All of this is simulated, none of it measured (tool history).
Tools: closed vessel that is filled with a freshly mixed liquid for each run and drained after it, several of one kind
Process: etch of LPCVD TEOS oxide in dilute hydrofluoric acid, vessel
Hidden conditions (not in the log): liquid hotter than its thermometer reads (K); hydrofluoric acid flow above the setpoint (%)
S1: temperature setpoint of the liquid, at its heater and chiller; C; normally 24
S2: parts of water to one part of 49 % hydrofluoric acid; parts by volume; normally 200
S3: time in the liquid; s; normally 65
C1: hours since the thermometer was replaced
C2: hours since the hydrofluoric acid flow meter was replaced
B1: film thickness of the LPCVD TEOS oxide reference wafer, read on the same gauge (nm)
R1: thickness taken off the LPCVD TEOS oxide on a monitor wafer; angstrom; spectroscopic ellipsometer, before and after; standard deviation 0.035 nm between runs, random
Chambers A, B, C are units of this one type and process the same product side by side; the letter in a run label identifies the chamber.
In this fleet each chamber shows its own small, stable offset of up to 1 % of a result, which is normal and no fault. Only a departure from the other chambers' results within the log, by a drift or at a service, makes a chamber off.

run,hour,S1,S2,S3,C1,C2,B1,R1
1A,9.4,24,200,65,1181,827.7,140.04,67.548
2C,14.3,24,200,65,1638,998.3,139.99,66.834
3B,24.6,24,200,65,553.2,166.2,139.99,67.71
4C,34.3,24,200,65,1658,1018.3,140.03,67.602
5A,44.9,24,200,65,1216.5,863.2,139.96,67.103
6B,52.8,24,200,65,581.4,194.4,140.01,67.324
7A,63.3,24,200,65,1234.9,881.6,139.97,67.219
# hour 65: chamber A: hydrofluoric acid flow meter replaced
8C,71.3,24,200,65,1695,1055.3,139.98,67.239
9B,79.5,24,200,65,608.1,221.1,139.95,67.519
10A,87.4,27.5,200,40,1259,22.5,140,46.698
11C,97,27.5,200,40,1720.7,1081,139.98,46.653
12B,102.1,27.5,200,40,630.7,243.7,140.02,47.115
13B,112.4,24,200,65,641,254,140,67.403
14C,122.3,24,200,65,1746,1106.3,139.97,67.531
15A,131.4,24,200,65,1303,66.5,140.02,67.78
16A,136.2,24,200,65,1307.8,71.3,139.96,67.947
17B,143.6,24,200,65,672.2,285.2,139.98,67.656
# hour 148.6: chamber C: thermometer replaced
18C,148.8,24,200,65,0.3,1132.8,140.01,67.061
19A,157.3,24,200,65,1328.9,92.4,140.03,68.025
20B,167.2,24,200,65,695.8,308.8,140,66.903
21C,172.5,24,200,65,24,1156.5,140.03,67.622
22B,177.6,24,200,40,706.2,319.2,139.99,41.412
23C,187.3,24,200,40,38.8,1171.3,140.02,41.21
24A,194.3,24,200,40,1365.9,129.4,140.03,41.778
25C,199.4,24,200,65,50.9,1183.4,140,66.632
26B,205.1,24,200,65,733.7,346.7,139.95,67.182
27A,211.5,24,200,65,1383.1,146.6,139.99,68.453
28A,219.9,24,200,65,1391.5,155,140.01,68.951
29B,225,24,200,65,753.6,366.6,139.95,67.483
30C,233.5,24,200,65,85,1217.5,140.01,66.777
31B,238.6,24,200,65,767.2,380.2,140,67.769
32A,248.7,24,200,65,1420.3,183.8,140.01,68.541
33C,256.1,24,200,65,107.6,1240.1,139.94,67.114
34A,260.8,24,200,65,1432.4,195.9,140,69.57
35B,266.2,24,200,40,794.8,407.8,139.99,41.366
36C,272.6,24,200,40,124.1,1256.6,140,41.518

What goes on in this fleet: one chamber off, a drifting gauge, or nothing beyond the chambers' own small offsets? Name the chamber and the cause, if any.

One chamber, A, drifts off from the rest bit by bit.
Most likely cause: liquid hotter than its thermometer reads (K) = 0.785.

Which of the 4 candidates below, each the usual settings with something changed and its results left as question marks, puts chamber A back in line with what the other chambers give on the usual settings?
To be in line, a result may differ from the other chambers' mean on the usual settings by at most: R1 1.2 angstrom
37A-1,280.3,24,195,65,,,,?
37A-2,280.3,24,210,65,,,,?
37A-3,280.3,24,205,65,,,,?
37A-4,280.3,24,190,65,,,,?

Other chambers, usual settings, mean: R1 67.236 angstrom
run,R1
37A-1,71.017
37A-2,64.959
37A-3,66.88
37A-4,73.253
The right change is 37A-3: it brings the chamber back within the allowed miss of the others.

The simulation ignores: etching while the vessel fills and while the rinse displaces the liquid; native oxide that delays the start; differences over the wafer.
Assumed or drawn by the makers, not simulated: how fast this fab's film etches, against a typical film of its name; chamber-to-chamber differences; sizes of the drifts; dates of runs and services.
